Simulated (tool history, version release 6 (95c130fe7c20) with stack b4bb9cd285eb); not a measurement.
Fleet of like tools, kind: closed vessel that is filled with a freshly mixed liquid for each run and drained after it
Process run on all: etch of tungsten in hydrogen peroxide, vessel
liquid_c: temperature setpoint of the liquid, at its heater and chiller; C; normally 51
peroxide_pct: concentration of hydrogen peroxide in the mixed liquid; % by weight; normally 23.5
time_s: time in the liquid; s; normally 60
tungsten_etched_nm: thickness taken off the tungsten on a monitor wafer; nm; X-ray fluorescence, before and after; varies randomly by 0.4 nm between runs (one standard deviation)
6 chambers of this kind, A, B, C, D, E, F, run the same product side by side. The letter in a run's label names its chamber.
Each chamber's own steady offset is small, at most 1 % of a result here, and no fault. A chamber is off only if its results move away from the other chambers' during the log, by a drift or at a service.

| run | day | liquid_c | peroxide_pct | time_s | hours since the thermometer was replaced | hours since the peroxide flow meter was replaced | hours since the drum of peroxide was connected | read-back film thickness of the tungsten reference wafer, read on the same gauge (nm) | tungsten_etched_nm |
|---|---|---|---|---|---|---|---|---|---|
| 1A | 0.250 | 51 | 23.5 | 60 | 1385.8 | 331.1 | 581.3 | 89.974 | 68.077 |
|  | 0.271 | chamber B: peroxide flow meter replaced |
| 2B | 0.429 | 51 | 23.5 | 60 | 127.2 | 3.9 | 340.4 | 89.974 | 68.658 |
|  | 0.488 | chamber C: peroxide flow meter replaced |
| 3C | 0.692 | 51 | 23.5 | 60 | 566.0 | 4.9 | 109.2 | 89.994 | 68.586 |
| 4E | 0.858 | 51 | 23.5 | 60 | 1757.5 | 962.8 | 253.9 | 90.005 | 68.916 |
| 5D | 1.104 | 51 | 23.5 | 60 | 1142.8 | 758.6 | 111.9 | 89.995 | 68.634 |
| 6F | 1.292 | 51 | 23.5 | 60 | 816.7 | 876.1 | 641.5 | 90.004 | 68.533 |
| 7F | 1.483 | 51 | 23.5 | 60 | 821.3 | 880.7 | 646.1 | 89.994 | 68.244 |
| 8D | 1.683 | 51 | 23.5 | 60 | 1156.7 | 772.5 | 125.8 | 89.981 | 68.754 |
| 9B | 1.833 | 51 | 23.5 | 60 | 160.9 | 37.6 | 374.1 | 90.021 | 68.685 |
| 10E | 2.046 | 51 | 23.5 | 60 | 1786.0 | 991.3 | 282.4 | 90.036 | 69.401 |
| 11C | 2.200 | 51 | 23.5 | 60 | 602.2 | 41.1 | 145.4 | 89.990 | 69.057 |
| 12A | 2.471 | 51 | 27.5 | 45 | 1439.1 | 384.4 | 634.6 | 89.976 | 54.288 |
| 13F | 2.683 | 51 | 27.5 | 45 | 850.1 | 909.5 | 674.9 | 90.023 | 55.906 |
| 14E | 2.904 | 51 | 27.5 | 45 | 1806.6 | 1011.9 | 303.0 | 89.991 | 56.083 |
| 15C | 3.100 | 51 | 27.5 | 45 | 623.8 | 62.7 | 167.0 | 89.965 | 55.812 |
| 16D | 3.271 | 51 | 27.5 | 45 | 1194.8 | 810.6 | 163.9 | 90.031 | 56.436 |
| 17B | 3.458 | 51 | 27.5 | 45 | 199.9 | 76.6 | 413.1 | 89.977 | 55.511 |
| 18A | 3.708 | 51 | 23.5 | 60 | 1468.8 | 414.1 | 664.3 | 90.013 | 66.825 |
| 19C | 3.858 | 51 | 23.5 | 60 | 642.0 | 80.9 | 185.2 | 89.979 | 68.627 |
| 20A | 4.050 | 51 | 23.5 | 50 | 1477.0 | 422.3 | 672.5 | 89.976 | 56.540 |
| 21E | 4.188 | 51 | 23.5 | 50 | 1837.4 | 1042.7 | 333.8 | 89.990 | 57.784 |
|  | 4.271 | chamber D: peroxide flow meter replaced |
| 22B | 4.346 | 51 | 23.5 | 50 | 221.2 | 97.9 | 434.4 | 89.966 | 56.970 |
| 23D | 4.521 | 51 | 23.5 | 50 | 1224.8 | 6.1 | 193.9 | 90.032 | 58.588 |
| 24F | 4.704 | 51 | 23.5 | 50 | 898.6 | 958.0 | 723.4 | 90.035 | 57.019 |
| 25D | 4.912 | 51 | 23.5 | 50 | 1234.2 | 15.5 | 203.3 | 90.049 | 58.071 |
| 26A | 5.092 | 51 | 23.5 | 60 | 1502.0 | 447.3 | 697.5 | 90.008 | 67.189 |
| 27B | 5.329 | 51 | 23.5 | 60 | 244.8 | 121.5 | 458.0 | 90.001 | 68.759 |
| 28F | 5.496 | 45 | 23.5 | 60 | 917.6 | 977.0 | 742.4 | 90.021 | 47.306 |
| 29C | 5.688 | 45 | 23.5 | 60 | 685.9 | 124.8 | 229.1 | 89.979 | 47.025 |
| 30E | 5.896 | 45 | 23.5 | 60 | 1878.4 | 1083.7 | 374.8 | 89.944 | 48.090 |
| 31A | 6.129 | 45 | 23.5 | 60 | 1526.9 | 472.2 | 722.4 | 89.957 | 46.317 |
|  | 6.271 | chamber E: thermometer replaced |
| 32C | 6.283 | 45 | 23.5 | 60 | 700.2 | 139.1 | 243.4 | 90.035 | 47.577 |
| 33F | 6.504 | 45 | 23.5 | 60 | 941.8 | 1001.2 | 766.6 | 90.002 | 47.832 |
|  | 6.533 | chamber F: new drum of peroxide connected |
| 34B | 6.671 | 51 | 23.5 | 60 | 277.0 | 153.7 | 490.2 | 89.948 | 68.349 |
| 35D | 6.900 | 51 | 23.5 | 60 | 1281.9 | 63.2 | 251.0 | 90.019 | 71.667 |
| 36E | 7.125 | 51 | 23.5 | 60 | 20.5 | 1113.2 | 404.3 | 89.968 | 68.644 |
|  | 7.138 | chamber E: peroxide flow meter replaced |
| 37C | 7.271 | 51 | 23.5 | 60 | 723.9 | 162.8 | 267.1 | 89.994 | 69.075 |
| 38A | 7.417 | 51 | 23.5 | 60 | 1557.8 | 503.1 | 753.3 | 89.997 | 67.451 |
| 39D | 7.562 | 51 | 23.5 | 60 | 1297.8 | 79.1 | 266.9 | 90.020 | 72.009 |
| 40E | 7.762 | 51 | 23.5 | 60 | 35.8 | 15.1 | 419.6 | 90.028 | 68.196 |
| 41F | 7.946 | 51 | 23.5 | 60 | 976.4 | 1035.8 | 33.9 | 90.026 | 68.938 |
| 42B | 8.158 | 51 | 23.5 | 60 | 312.7 | 189.4 | 525.9 | 90.029 | 68.697 |
| 43E | 8.296 | 51 | 23.5 | 60 | 48.6 | 27.9 | 432.4 | 89.981 | 68.889 |
| 44D | 8.492 | 51 | 23.5 | 60 | 1320.1 | 101.4 | 289.2 | 90.014 | 73.339 |

Each of the 6 chambers runs these same settings next. Fill in every chamber's results:
| 45A | 8.692 | 51 | 23.5 | 60 |  |  |  |  | ? |
| 45B | 8.692 | 51 | 23.5 | 60 |  |  |  |  | ? |
| 45C | 8.692 | 51 | 23.5 | 60 |  |  |  |  | ? |
| 45D | 8.692 | 51 | 23.5 | 60 |  |  |  |  | ? |
| 45E | 8.692 | 51 | 23.5 | 60 |  |  |  |  | ? |
| 45F | 8.692 | 51 | 23.5 | 60 |  |  |  |  | ? |

| run | tungsten_etched_nm |
|---|---|
| 45A | 67.836 |
| 45B | 68.643 |
| 45C | 68.786 |
| 45D | 73.124 |
| 45E | 68.499 |
| 45F | 68.492 |

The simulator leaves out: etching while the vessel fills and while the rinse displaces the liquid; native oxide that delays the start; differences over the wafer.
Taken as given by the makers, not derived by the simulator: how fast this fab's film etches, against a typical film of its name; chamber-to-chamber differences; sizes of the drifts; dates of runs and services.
